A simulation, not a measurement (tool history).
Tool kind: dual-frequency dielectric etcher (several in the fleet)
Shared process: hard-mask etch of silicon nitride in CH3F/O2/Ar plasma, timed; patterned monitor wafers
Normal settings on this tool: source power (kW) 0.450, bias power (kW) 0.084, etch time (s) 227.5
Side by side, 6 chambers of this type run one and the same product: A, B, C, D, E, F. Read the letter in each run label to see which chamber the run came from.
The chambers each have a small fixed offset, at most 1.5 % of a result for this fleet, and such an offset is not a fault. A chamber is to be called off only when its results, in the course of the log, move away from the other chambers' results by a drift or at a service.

run	day	source power (kW)	bias power (kW)	etch time (s)	hours since the last wet clean	hours since the last source power generator calibration	hours since the last bias power generator calibration	read-back reference wafer on the same gauge, depth_nm	mean etch depth across the wafer (Å)
# day 0.129: chamber E: source power generator calibrated
1B	0.171	0.450	0.084	227.5	340.2	2350.7	1893.2	204.93	1756.4
2E	0.533	0.450	0.084	227.5	438.7	9.8	2833.3	205.04	1771.1
3F	0.817	0.450	0.084	227.5	481.6	256.0	2495.9	205.02	1756.9
4A	1.050	0.450	0.084	227.5	477.1	146.9	1208.4	205.09	1777.6
5C	1.271	0.450	0.084	227.5	558.2	2295.5	2839.8	204.88	1747.7
6D	1.554	0.510	0.084	255.0	561.9	1297.6	1217.7	205.12	2062.1
7C	1.775	0.510	0.084	255.0	570.3	2307.6	2851.9	205.05	2054.9
# day 2.088: chamber A: wet clean of the chamber
8F	2.108	0.510	0.084	255.0	512.6	287.0	2526.9	205.08	2071.3
9A	2.450	0.510	0.084	255.0	8.7	180.5	1242.0	204.88	2080.7
# day 2.642: chamber F: wet clean of the chamber
10B	2.725	0.510	0.084	255.0	401.5	2412.0	1954.5	204.91	2063.7
11E	2.967	0.510	0.084	255.0	497.1	68.2	2891.7	205.05	2072.3
12D	3.288	0.380	0.078	227.5	603.5	1339.2	1259.3	204.96	1610.3
13B	3.521	0.380	0.078	227.5	420.6	2431.1	1973.6	204.94	1602.3
14E	3.762	0.380	0.078	227.5	516.2	87.3	2910.8	204.93	1615.1
15F	4.088	0.380	0.078	227.5	34.8	334.5	2574.4	204.82	1613.0
16A	4.358	0.380	0.078	227.5	54.5	226.3	1287.8	205.10	1628.7
17C	4.554	0.380	0.078	227.5	637.0	2374.3	2918.6	204.98	1603.9
18D	4.917	0.450	0.084	227.5	642.6	1378.3	1298.4	204.97	1753.7
19A	5.125	0.450	0.084	227.5	72.9	244.7	1306.2	205.08	1778.6
20E	5.296	0.450	0.084	227.5	553.0	124.1	2947.6	204.95	1776.2
# day 5.388: chamber D: wet clean of the chamber
# day 5.433: chamber C: wet clean of the chamber
21F	5.588	0.450	0.084	227.5	70.8	370.5	2610.4	204.97	1751.7
22D	5.804	0.450	0.084	227.5	10.1	1399.6	1319.7	204.98	1727.2
23B	6.025	0.450	0.084	227.5	480.7	2491.2	2033.7	204.97	1756.5
24C	6.267	0.450	0.084	227.5	20.1	2415.4	2959.7	205.12	1750.0
# day 6.475: chamber B: wet clean of the chamber
25F	6.521	0.450	0.084	227.5	93.2	392.9	2632.8	204.99	1755.5
26A	6.829	0.450	0.084	227.5	113.8	285.6	1347.1	205.11	1782.7
27D	7.071	0.450	0.084	227.5	40.5	1430.0	1350.1	205.01	1728.8
28C	7.417	0.450	0.084	227.5	47.7	2443.0	2987.3	205.03	1746.3
29B	7.646	0.450	0.084	227.5	28.1	2530.1	2072.6	205.08	1754.4
30E	7.858	0.450	0.093	227.5	614.5	185.6	3009.1	204.98	1830.6
31F	8.192	0.450	0.093	227.5	133.3	433.0	2672.9	205.10	1818.9
32B	8.496	0.450	0.093	227.5	48.5	2550.5	2093.0	205.14	1816.3
33C	8.788	0.450	0.093	227.5	80.6	2475.9	3020.2	204.97	1814.4
34E	8.971	0.450	0.093	227.5	641.2	212.3	3035.8	204.90	1830.9
35A	9.292	0.450	0.093	227.5	172.9	344.7	1406.2	204.85	1843.0
36D	9.454	0.450	0.084	227.5	97.7	1487.2	1407.3	204.95	1726.2
37D	9.642	0.450	0.084	227.5	102.2	1491.7	1411.8	205.11	1730.3
38C	9.942	0.450	0.084	227.5	108.3	2503.6	3047.9	204.97	1752.0
39B	10.300	0.450	0.084	227.5	91.8	2593.8	2136.3	204.92	1752.0

Decide between three cases: one chamber stands off from its peers, the gauge reading all wafers drifts, or nothing is wrong past each chamber's small offset. Where a chamber is off, say which and what most likely put it there.

Chamber D came out of a service off from its peers and stayed that way.
What lies behind it: etch rate under this chamber's usual, % = 1.99.

Which of the 4 candidates below, each the usual settings with something changed and its results left as question marks, puts chamber D back in line with what the other chambers give on the usual settings?
In line means no further than this from the other chambers' mean on the usual settings: mean etch depth across the wafer (Å) 15.0
40D-1	10.558	0.430	0.084	227.5					?
40D-2	10.558	0.450	0.084	228.5					?
40D-3	10.558	0.460	0.087	227.5					?
40D-4	10.558	0.440	0.084	227.5					?

Other chambers, usual settings, mean: mean etch depth across the wafer (Å) 1761.4
run	mean etch depth across the wafer (Å)
40D-1	1697.9
40D-2	1735.0
40D-3	1763.7
40D-4	1712.8
The answer is 40D-3, which returns the chamber to within the allowed miss of the others.

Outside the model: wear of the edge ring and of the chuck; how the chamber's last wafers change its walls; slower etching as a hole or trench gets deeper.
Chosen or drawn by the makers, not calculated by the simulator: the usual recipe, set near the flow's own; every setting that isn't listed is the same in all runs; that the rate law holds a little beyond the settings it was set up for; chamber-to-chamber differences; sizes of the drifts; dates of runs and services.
